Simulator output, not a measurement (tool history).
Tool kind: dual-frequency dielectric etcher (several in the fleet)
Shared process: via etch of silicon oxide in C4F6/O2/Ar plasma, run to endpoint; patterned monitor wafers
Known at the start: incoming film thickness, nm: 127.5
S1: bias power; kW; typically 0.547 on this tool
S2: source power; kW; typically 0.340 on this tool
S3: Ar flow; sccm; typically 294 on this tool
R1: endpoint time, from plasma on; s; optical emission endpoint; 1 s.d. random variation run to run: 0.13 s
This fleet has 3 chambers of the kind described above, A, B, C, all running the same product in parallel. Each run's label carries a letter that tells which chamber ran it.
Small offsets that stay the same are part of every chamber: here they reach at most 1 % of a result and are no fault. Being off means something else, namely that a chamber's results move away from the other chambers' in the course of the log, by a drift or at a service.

| run | day | S1 | S2 | S3 | R1 |
|---|---|---|---|---|---|
| 1B | 0.125 | 0.547 | 0.340 | 294 | 29.093 |
| 2A | 0.221 | 0.547 | 0.340 | 294 | 29.038 |
| 3C | 0.321 | 0.547 | 0.340 | 294 | 28.561 |
| 4C | 0.529 | 0.547 | 0.340 | 294 | 28.714 |
| 5B | 0.658 | 0.547 | 0.340 | 294 | 28.571 |
| 6A | 0.783 | 0.676 | 0.340 | 294 | 26.620 |
| 7B | 0.958 | 0.676 | 0.340 | 294 | 26.586 |
| 8C | 1.158 | 0.676 | 0.340 | 294 | 26.450 |
| 9A | 1.304 | 0.547 | 0.340 | 294 | 28.947 |
| 10C | 1.488 | 0.547 | 0.340 | 294 | 28.611 |
| 11B | 1.662 | 0.547 | 0.340 | 294 | 28.773 |
| 12A | 1.783 | 0.547 | 0.340 | 294 | 28.694 |
| 13A | 1.938 | 0.608 | 0.280 | 294 | 29.854 |
| 14C | 2.125 | 0.608 | 0.280 | 294 | 29.447 |
| 15B | 2.262 | 0.608 | 0.280 | 294 | 29.363 |
| 16B | 2.462 | 0.547 | 0.340 | 294 | 28.346 |
| 17C | 2.625 | 0.547 | 0.340 | 294 | 28.493 |
| 18A | 2.812 | 0.547 | 0.340 | 294 | 28.874 |
| 19A | 2.954 | 0.547 | 0.340 | 294 | 28.810 |
| 20C | 3.158 | 0.494 | 0.340 | 362 | 30.493 |
| 21B | 3.379 | 0.494 | 0.340 | 362 | 29.723 |
|  | 3.488 | chamber A: Ar flow controller replaced |
| 22B | 3.492 | 0.494 | 0.340 | 362 | 29.824 |
| 23C | 3.629 | 0.547 | 0.340 | 294 | 28.397 |
| 24A | 3.854 | 0.547 | 0.340 | 294 | 28.776 |
| 25C | 4.062 | 0.547 | 0.340 | 294 | 28.811 |
| 26B | 4.158 | 0.547 | 0.340 | 294 | 27.357 |

All chambers now run identical settings, listed one chamber a line with results as question marks. What results will each chamber show?
| 27A | 4.321 | 0.547 | 0.340 | 294 | ? |
| 27B | 4.321 | 0.547 | 0.340 | 294 | ? |
| 27C | 4.321 | 0.547 | 0.340 | 294 | ? |

| run | R1 |
|---|---|
| 27A | 28.743 |
| 27B | 27.651 |
| 27C | 28.775 |

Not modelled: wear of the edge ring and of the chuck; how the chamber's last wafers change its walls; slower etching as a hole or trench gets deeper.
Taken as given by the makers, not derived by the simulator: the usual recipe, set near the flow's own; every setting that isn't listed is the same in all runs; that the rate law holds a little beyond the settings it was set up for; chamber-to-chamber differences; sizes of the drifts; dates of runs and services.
